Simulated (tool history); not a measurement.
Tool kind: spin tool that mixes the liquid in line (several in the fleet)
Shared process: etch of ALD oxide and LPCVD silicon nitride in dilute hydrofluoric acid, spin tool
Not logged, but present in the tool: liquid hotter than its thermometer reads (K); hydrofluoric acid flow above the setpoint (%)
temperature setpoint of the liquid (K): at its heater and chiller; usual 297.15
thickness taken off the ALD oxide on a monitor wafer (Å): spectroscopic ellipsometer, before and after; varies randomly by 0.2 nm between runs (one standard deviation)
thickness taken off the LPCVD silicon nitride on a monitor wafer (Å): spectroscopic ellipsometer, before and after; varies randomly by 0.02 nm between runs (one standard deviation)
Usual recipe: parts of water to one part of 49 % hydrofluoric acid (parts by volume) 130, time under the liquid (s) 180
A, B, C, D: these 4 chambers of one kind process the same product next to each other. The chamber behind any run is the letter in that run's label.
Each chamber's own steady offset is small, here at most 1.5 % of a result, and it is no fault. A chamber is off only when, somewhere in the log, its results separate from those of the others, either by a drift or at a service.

| run | hour | temperature setpoint of the liquid (K) | parts of water to one part of 49 % hydrofluoric acid (parts by volume) | time under the liquid (s) | hours since the thermometer was replaced | hours since the hydrofluoric acid flow meter was replaced | read-back film thickness of the ALD oxide reference wafer, read on the same gauge (nm) | read-back film thickness of the LPCVD silicon nitride reference wafer, read on the same gauge (nm) | thickness taken off the ALD oxide on a monitor wafer (Å) | thickness taken off the LPCVD silicon nitride on a monitor wafer (Å) |
|---|---|---|---|---|---|---|---|---|---|---|
| 1B | 3.1 | 297.15 | 130 | 180 | 628.5 | 390.2 | 89.988 | 50.009 | 204.98 | 6.1592 |
| 2D | 9.1 | 297.15 | 130 | 180 | 194.6 | 342.2 | 89.992 | 49.957 | 200.97 | 6.1388 |
| 3A | 14.5 | 297.15 | 130 | 180 | 430.4 | 1298.1 | 90.012 | 49.989 | 199.41 | 6.2634 |
| 4C | 18.5 | 297.15 | 130 | 180 | 1046.9 | 742.3 | 90.003 | 50.007 | 200.61 | 6.2419 |
| 5C | 23.1 | 297.15 | 130 | 180 | 1051.5 | 746.9 | 89.976 | 49.998 | 202 | 6.2624 |
| 6A | 27.6 | 297.15 | 150 | 180 | 443.5 | 1311.2 | 89.997 | 50.02 | 169.89 | 5.2711 |
| 7B | 30.6 | 297.15 | 150 | 180 | 656 | 417.7 | 89.973 | 50.011 | 172.83 | 5.1426 |
| 8D | 33.7 | 297.15 | 150 | 180 | 219.2 | 366.8 | 89.994 | 50.035 | 170.43 | 5.1319 |
| 9A | 39.6 | 297.15 | 150 | 180 | 455.5 | 1323.2 | 90.014 | 49.979 | 169.54 | 5.2475 |
| 10B | 44 | 297.15 | 130 | 180 | 669.4 | 431.1 | 90.001 | 49.97 | 200.24 | 5.9504 |
| 11D | 47.5 | 297.15 | 130 | 180 | 233 | 380.6 | 90.024 | 50.021 | 201.06 | 5.7261 |
| 12C | 51.7 | 297.15 | 130 | 180 | 1080.1 | 775.5 | 89.997 | 50.006 | 209.09 | 6.4954 |
| 13B | 57.3 | 297.15 | 130 | 180 | 682.7 | 444.4 | 89.971 | 49.989 | 201.81 | 6.0249 |
| 14A | 62.9 | 297.15 | 130 | 180 | 478.8 | 1346.5 | 89.993 | 50.004 | 200.12 | 6.4657 |
| 15D | 65.6 | 297.15 | 130 | 180 | 251.1 | 398.7 | 89.996 | 50.018 | 201.11 | 6.1477 |
| 16C | 68.2 | 301.15 | 85 | 180 | 1096.6 | 792 | 89.989 | 50.013 | 400.81 | 12.573 |
| 17B | 72 | 301.15 | 85 | 180 | 697.4 | 459.1 | 89.991 | 50.018 | 387.22 | 12.601 |
| 18A | 75.1 | 301.15 | 85 | 180 | 491 | 1358.7 | 90.005 | 49.963 | 386.87 | 11.958 |
| 19D | 79.3 | 301.15 | 85 | 180 | 264.8 | 412.4 | 90.013 | 49.996 | 377.46 | 11.523 |
| 20C | 82 | 297.15 | 160 | 215 | 1110.4 | 805.8 | 90.007 | 49.992 | 199.29 | 6.6639 |
| 21B | 86.5 | 297.15 | 160 | 215 | 711.9 | 473.6 | 90.005 | 49.981 | 193.92 | 5.9139 |
| 22A | 89.3 | 297.15 | 160 | 215 | 505.2 | 1372.9 | 90.014 | 50.009 | 189.45 | 6.2301 |
| 23D | 93.1 | 297.15 | 160 | 215 | 278.6 | 426.2 | 90.001 | 49.981 | 187.04 | 5.9645 |
| 24C | 95.9 | 297.15 | 130 | 180 | 1124.3 | 819.7 | 90.001 | 49.958 | 214.26 | 6.557 |
| 25D | 100.4 | 297.15 | 130 | 180 | 285.9 | 433.5 | 89.998 | 49.983 | 201.08 | 5.7646 |
| 26B | 103.2 | 297.15 | 130 | 180 | 728.6 | 490.3 | 89.975 | 49.987 | 201.57 | 6.2021 |
| 27A | 106.7 | 297.15 | 130 | 180 | 522.6 | 1390.3 | 90.011 | 49.992 | 204.04 | 6.2348 |
| 28C | 109.9 | 297.15 | 130 | 180 | 1138.3 | 833.7 | 89.995 | 50 | 221.77 | 6.4883 |
|  | 110.2 | chamber A: hydrofluoric acid flow meter replaced |
|  | 112.2 | chamber A: thermometer replaced |
| 29C | 112.9 | 297.15 | 130 | 180 | 1141.3 | 836.7 | 89.988 | 50.033 | 223.27 | 6.4767 |
| 30B | 118.8 | 297.15 | 130 | 180 | 744.2 | 505.9 | 90.013 | 49.96 | 206.4 | 6.1479 |
| 31D | 122.2 | 297.15 | 130 | 180 | 307.7 | 455.3 | 89.986 | 49.972 | 200.47 | 6.1053 |
| 32A | 126.2 | 297.15 | 130 | 180 | 14.1 | 16.1 | 90.006 | 49.998 | 195.77 | 6.0978 |
| 33D | 130.2 | 297.15 | 130 | 180 | 315.7 | 463.3 | 90.045 | 49.992 | 197.71 | 5.7039 |
| 34A | 135.8 | 297.15 | 130 | 180 | 23.7 | 25.7 | 90.007 | 49.987 | 198.86 | 6.111 |

Next, every chamber runs the same settings. What will each give?
| 35A | 140.1 | 299.65 | 130 | 180 |  |  |  |  | ? | ? |
| 35B | 140.1 | 299.65 | 130 | 180 |  |  |  |  | ? | ? |
| 35C | 140.1 | 299.65 | 130 | 180 |  |  |  |  | ? | ? |
| 35D | 140.1 | 299.65 | 130 | 180 |  |  |  |  | ? | ? |

| run | thickness taken off the ALD oxide on a monitor wafer (Å) | thickness taken off the LPCVD silicon nitride on a monitor wafer (Å) |
|---|---|---|
| 35A | 224.56 | 7.001 |
| 35B | 219.64 | 7.0431 |
| 35C | 250.38 | 7.5903 |
| 35D | 222.54 | 6.935 |
